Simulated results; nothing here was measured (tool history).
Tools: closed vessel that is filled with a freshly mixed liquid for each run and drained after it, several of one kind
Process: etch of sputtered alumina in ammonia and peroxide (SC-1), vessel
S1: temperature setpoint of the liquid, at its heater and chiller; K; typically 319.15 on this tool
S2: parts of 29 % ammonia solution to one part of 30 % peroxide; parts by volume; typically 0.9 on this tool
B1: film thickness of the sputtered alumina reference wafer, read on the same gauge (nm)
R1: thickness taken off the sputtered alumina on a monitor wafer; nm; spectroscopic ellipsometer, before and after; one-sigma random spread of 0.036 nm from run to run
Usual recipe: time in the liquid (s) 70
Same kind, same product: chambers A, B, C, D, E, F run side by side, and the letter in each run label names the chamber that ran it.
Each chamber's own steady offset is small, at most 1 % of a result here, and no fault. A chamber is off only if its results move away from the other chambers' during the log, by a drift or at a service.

Run 1E, day 0.438: usual settings; B1 120.05. Result: R1 5.2044 nm.
Run 2C, day 0.75: usual settings; B1 119.98. Result: R1 5.1539 nm.
At day 0.912: chamber A: thermometer replaced.
Run 3D, day 1.288: usual settings; B1 119.96. Result: R1 5.3072 nm.
Run 4B, day 1.767: usual settings; B1 120.03. Result: R1 5.268 nm.
Run 5A, day 2.083: usual settings; B1 120. Result: R1 5.1772 nm.
Run 6F, day 2.721: usual settings; B1 120.01. Result: R1 5.188 nm.
Run 7C, day 3.096: usual settings; B1 120.01. Result: R1 5.2295 nm.
Run 8B, day 3.575: usual settings but S1 327.65 K, time in the liquid (s) 90; B1 119.98. Result: R1 10.679 nm.
At day 3.721: chamber D: thermometer replaced.
Run 9E, day 4.146: usual settings but S1 327.65 K, time in the liquid (s) 90; B1 120.01. Result: R1 10.584 nm.
Run 10D, day 4.521: usual settings but S1 327.65 K, time in the liquid (s) 90; B1 119.98. Result: R1 10.619 nm.
Run 11A, day 5.175: usual settings but S1 327.65 K, time in the liquid (s) 90; B1 119.96. Result: R1 10.851 nm.
Run 12F, day 5.633: usual settings but S1 327.65 K, time in the liquid (s) 90; B1 119.99. Result: R1 10.561 nm.
Run 13B, day 6.054: usual settings but S1 327.65 K, time in the liquid (s) 90; B1 120. Result: R1 10.75 nm.
At day 6.083: chamber B: thermometer replaced.
Run 14D, day 6.525: usual settings; B1 120.02. Result: R1 5.2603 nm.
Run 15E, day 7.038: usual settings; B1 120.02. Result: R1 5.1424 nm.
Run 16F, day 7.496: usual settings; B1 119.98. Result: R1 5.165 nm.
At day 7.725: chamber F: ammonia flow meter replaced.
Run 17C, day 7.821: usual settings; B1 120.06. Result: R1 5.2259 nm.
Run 18A, day 8.167: usual settings; B1 120. Result: R1 5.21 nm.
Run 19B, day 8.504: usual settings; B1 119.95. Result: R1 5.1861 nm.
Run 20A, day 9.046: usual settings; B1 119.96. Result: R1 5.2223 nm.
Run 21E, day 9.708: usual settings; B1 119.96. Result: R1 5.1466 nm.
At day 10.058: chamber E: new drum of ammonia solution connected.
Run 22C, day 10.288: usual settings; B1 119.99. Result: R1 5.1462 nm.
Run 23D, day 10.579: usual settings; B1 119.98. Result: R1 5.2395 nm.
Run 24F, day 10.996: usual settings; B1 119.98. Result: R1 5.0303 nm.
Run 25E, day 11.633: usual settings; B1 119.98. Result: R1 5.2953 nm.
At day 12.179: chamber A: new drum of ammonia solution connected.
Run 26C, day 12.258: usual settings; B1 119.97. Result: R1 5.1509 nm.
At day 12.488: chamber E: ammonia flow meter replaced.
At day 12.525: chamber F: new drum of ammonia solution connected.
Run 27F, day 12.808: usual settings; B1 119.99. Result: R1 5.0706 nm.
Run 28A, day 13.142: usual settings; B1 120.03. Result: R1 5.2687 nm.
Run 29D, day 13.775: usual settings but S2 0.5 parts by volume; B1 120. Result: R1 5.0316 nm.
Run 30B, day 14.108: usual settings but S2 0.5 parts by volume; B1 119.97. Result: R1 5.0104 nm.
Run 31C, day 14.508: usual settings but S2 0.5 parts by volume; B1 119.99. Result: R1 4.9257 nm.
At day 14.938: chamber D: new drum of ammonia solution connected.
Run 32F, day 14.971: usual settings but S2 0.5 parts by volume; B1 120.02. Result: R1 4.6645 nm.
Run 33E, day 15.554: usual settings but S2 0.5 parts by volume; B1 120.06. Result: R1 4.9303 nm.
Run 34B, day 16.208: usual settings but S2 0.5 parts by volume; B1 119.93. Result: R1 4.9511 nm.
At day 16.533: chamber B: new drum of ammonia solution connected.
Run 35D, day 16.867: usual settings; B1 120. Result: R1 5.1719 nm.
Run 36A, day 17.492: usual settings but time in the liquid (s) 110; B1 119.98. Result: R1 8.1854 nm.
Run 37F, day 17.921: usual settings but time in the liquid (s) 110; B1 120. Result: R1 7.8008 nm.
Run 38D, day 18.396: usual settings but time in the liquid (s) 110; B1 120.05. Result: R1 8.1162 nm.
Run 39C, day 18.704: usual settings but time in the liquid (s) 110; B1 120.01. Result: R1 8.2349 nm.
Run 40B, day 19.233: usual settings but time in the liquid (s) 110; B1 120.02. Result: R1 8.2223 nm.
Run 41E, day 19.529: usual settings but time in the liquid (s) 110; B1 120. Result: R1 8.2414 nm.

Has any chamber moved away from the others, gradually or after a service, or does the common gauge drift, or do the chambers differ only by their own small steady offsets? State the chamber and the most likely cause if one applies.

It is chamber F that slowly wanders off from its peers.
Most likely cause: liquid colder than its thermometer reads (K) = 1.07.

Here are 4 candidates for chamber F's next run, each the usual settings with a change, their results left as question marks. Which one brings its results back in line with what the others give on the usual settings?
Counts as in line when no further than this from what the other chambers average on the usual settings: R1 0.13 nm
Run 42F-1, day 20.008: usual settings but time in the liquid (s) 75. Result: R1 ?.
Run 42F-2, day 20.008: usual settings but S1 318.65 K. Result: R1 ?.
Run 42F-3, day 20.008: usual settings but S1 319.65 K. Result: R1 ?.
Run 42F-4, day 20.008: usual settings but time in the liquid (s) 65. Result: R1 ?.

Mean of the other chambers on the usual settings: R1 5.2237 nm
  run      R1
42F-1  5.2332
42F-2  4.7469
42F-3  5.0251
42F-4  4.5354
42F-1 brings the chamber back in line.
